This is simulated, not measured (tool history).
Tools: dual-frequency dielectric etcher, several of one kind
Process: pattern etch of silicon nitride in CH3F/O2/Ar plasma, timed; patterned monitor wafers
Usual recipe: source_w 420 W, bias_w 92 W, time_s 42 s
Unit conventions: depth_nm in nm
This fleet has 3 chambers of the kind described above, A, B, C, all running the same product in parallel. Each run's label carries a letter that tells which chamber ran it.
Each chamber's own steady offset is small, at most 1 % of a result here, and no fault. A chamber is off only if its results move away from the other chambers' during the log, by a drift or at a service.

run   hour  source_w  bias_w  time_s  read-back reference wafer on the same gauge, depth_nm  depth_nm
 1C    7.4       420      92      42                                                 35.421    32.424
 2A   15.1       420      92      42                                                 35.406    32.605
 3B   20.3       420      92      42                                                 35.414     32.56
 4B     29       420      92      42                                                 35.392    32.441
 5C   33.1       420      92      42                                                 35.414    32.565
 6A     41       420      92      42                                                 35.398    32.685
 7B   48.1       420      92      42                                                 35.396    32.485
 8A   54.1       420      92      42                                                 35.407    32.726
 9C   58.1       420      92      42                                                 35.403    32.431
10B   65.4       420      92      42                                                  35.41    32.477
11A   71.6       420      74      42                                                 35.397    30.382
12C   77.1       420      74      42                                                 35.402     30.07
13B     84       420      74      42                                                 35.384    29.885
14A   92.5       420      92      42                                                 35.398    32.689
15C    100       420      92    36.5                                                 35.406    28.136
16C  104.7       420      92    36.5                                                 35.386    28.248
17A  112.1       420      92    36.5                                                 35.412    28.435
18B  117.8       420      92      42                                                 35.382    32.454
19C  124.5       420      92      42                                                 35.404    32.533
20B  129.7       420      92      42                                                 35.403    32.384
21A  137.1       420      92      42                                                 35.403    32.872
22A  141.5       420      75      42                                                 35.402     30.43
23B  149.8       420      75      42                                                 35.393    30.167
24C  158.9       420      75      42                                                   35.4    30.214
25C  167.8       420      92      42                                                 35.408    32.442
26B  174.6       420     101      42                                                 35.399    33.368
27A  179.2       420     101      42                                                 35.408    33.916
28A  183.2       420     101      42                                                 35.413    33.911
29B    190       420      92      34                                                 35.387    26.351
30C    197       420      92      34                                                 35.404    26.241
31A  205.7       420      92      34                                                 35.406    26.586
32C    210       420      92      42                                                 35.425    32.407
33B  217.4       420      92      42                                                 35.414    32.538
34C  222.7       420      92      42                                                 35.385    32.413
35B  229.7       420      92      42                                                 35.407    32.473
36A    234       420     103      42                                                 35.409    34.112
37A  238.5       420     103      42                                                 35.392    34.087
38B  244.1       420     103      42                                                 35.405    33.817
     246.6  -- chamber B: wet clean of the chamber
39C  252.4       420      92      42                                                 35.413    32.316
40C  257.9       420      92      42                                                 35.389     32.44
41B  263.8       420      92      42                                                 35.396    32.392

What goes on in this fleet: one chamber off, a drifting gauge, or nothing beyond the chambers' own small offsets? Name the chamber and the cause, if any.

Nothing is wrong: each chamber keeps only its own small, steady offset and the gauge holds still.
